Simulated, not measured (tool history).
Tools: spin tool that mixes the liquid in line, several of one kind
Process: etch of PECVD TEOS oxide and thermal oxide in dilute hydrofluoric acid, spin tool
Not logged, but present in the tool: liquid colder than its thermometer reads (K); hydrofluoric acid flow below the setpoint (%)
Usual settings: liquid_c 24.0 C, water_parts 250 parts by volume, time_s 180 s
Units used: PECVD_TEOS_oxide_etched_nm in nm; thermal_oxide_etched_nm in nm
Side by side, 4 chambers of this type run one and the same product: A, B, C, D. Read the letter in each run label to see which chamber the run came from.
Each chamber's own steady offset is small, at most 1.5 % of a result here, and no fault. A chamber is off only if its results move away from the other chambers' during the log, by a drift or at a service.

run	hour	liquid_c	water_parts	time_s	hours since the thermometer was replaced	hours since the hydrofluoric acid flow meter was replaced	read-back film thickness of the PECVD TEOS oxide reference wafer, read on the same gauge (nm)	read-back film thickness of the thermal oxide reference wafer, read on the same gauge (nm)	PECVD_TEOS_oxide_etched_nm	thermal_oxide_etched_nm
1D	5.6	24.0	250	180	1102.5	29.9	39.988	109.99	5.8449	2.7585
2C	11.5	24.0	250	180	64.6	371.4	40.001	109.99	5.9147	2.7917
3B	16.6	24.0	250	180	320.2	968.9	39.987	109.98	5.7892	2.8212
4A	20.8	24.0	250	180	654.4	924.8	40.049	110.01	5.7208	2.7577
5A	24.6	24.0	250	180	658.2	928.6	40.061	110.00	5.7645	2.7910
6C	31.1	24.0	250	180	84.2	391.0	40.017	110.00	5.9560	2.7720
7D	36.7	24.0	250	180	1133.6	61.0	40.018	110.00	5.8178	2.8275
8B	41.4	24.0	250	180	345.0	993.7	39.991	109.98	5.6701	2.8165
9D	47.5	24.0	290	180	1144.4	71.8	39.987	110.00	4.7983	2.3180
10A	54.2	24.0	290	180	687.8	958.2	39.994	109.98	4.7132	2.2930
11C	58.2	24.0	290	180	111.3	418.1	40.004	109.98	4.8871	2.2959
12B	65.6	24.0	290	180	369.2	1017.9	39.979	110.01	4.7744	2.3552
13B	73.2	24.0	250	180	376.8	1025.5	39.990	109.99	5.7437	2.7769
14D	79.9	24.0	250	180	1176.8	104.2	39.951	110.01	5.7643	2.7815
15C	83.3	24.0	250	180	136.4	443.2	40.005	109.98	5.8342	2.7845
16A	88.0	24.0	250	180	721.6	992.0	39.962	110.00	5.6736	2.7946
17B	93.5	24.0	250	245	397.1	1045.8	40.015	110.00	7.8247	3.7896
18C	101.0	24.0	250	245	154.1	460.9	40.030	109.98	7.8964	3.7919
19D	105.2	24.0	250	245	1202.1	129.5	40.045	110.02	7.9076	3.8565
20A	111.8	24.0	250	245	745.4	1015.8	40.055	109.98	7.7938	3.8168
21D	119.2	24.0	250	180	1216.1	143.5	39.997	110.01	5.7750	2.7972
22A	123.4	24.0	250	180	757.0	1027.4	39.991	110.00	5.6519	2.7860
23C	128.6	24.0	250	180	181.7	488.5	40.040	109.99	5.8371	2.7960
24B	135.0	24.0	250	180	438.6	1087.3	39.998	110.01	5.8247	2.7815
25C	141.1	24.0	250	180	194.2	501.0	40.000	109.99	5.8103	2.7808
26B	145.3	24.0	250	180	448.9	1097.6	40.054	109.97	5.7489	2.8446
27A	151.8	24.0	250	180	785.4	1055.8	40.052	109.99	5.7212	2.7909
28D	155.9	24.0	250	180	1252.8	180.2	40.015	110.00	5.7171	2.7590
29D	160.8	24.0	250	180	1257.7	185.1	40.026	110.01	5.7322	2.8146
30C	165.8	24.0	250	180	218.9	525.7	40.040	109.97	5.8417	2.7504
31A	170.2	24.0	250	180	803.8	1074.2	39.970	110.01	5.6008	2.8184
32B	173.9	20.5	250	180	477.5	1126.2	39.980	110.00	4.9961	2.4316
33D	180.3	20.5	250	180	1277.2	204.6	40.043	110.00	5.0207	2.4744
34C	186.2	20.5	250	180	239.3	546.1	40.034	110.01	5.2048	2.4465
35A	192.7	20.5	250	180	826.3	1096.7	40.029	109.98	4.9675	2.4131
36B	199.8	22.5	195	180	503.4	1152.1	39.971	109.96	7.4058	3.6304
37D	206.6	22.5	195	180	1303.5	230.9	40.063	110.01	7.2557	3.5575
38A	211.6	22.5	195	180	845.2	1115.6	39.995	109.97	7.3649	3.5703
39B	214.9	22.5	195	180	518.5	1167.2	40.075	109.99	7.4017	3.5890
40C	219.4	24.0	250	180	272.5	579.3	39.976	110.02	5.8860	2.7679

Predict what each chamber gives when all 4 of them run the settings below next.
41A	224.9	28.5	250	180					?	?
41B	224.9	28.5	250	180					?	?
41C	224.9	28.5	250	180					?	?
41D	224.9	28.5	250	180					?	?

run	PECVD_TEOS_oxide_etched_nm	thermal_oxide_etched_nm
41A	6.7248	3.3304
41B	6.6626	3.2830
41C	6.8120	3.2412
41D	6.7294	3.3121

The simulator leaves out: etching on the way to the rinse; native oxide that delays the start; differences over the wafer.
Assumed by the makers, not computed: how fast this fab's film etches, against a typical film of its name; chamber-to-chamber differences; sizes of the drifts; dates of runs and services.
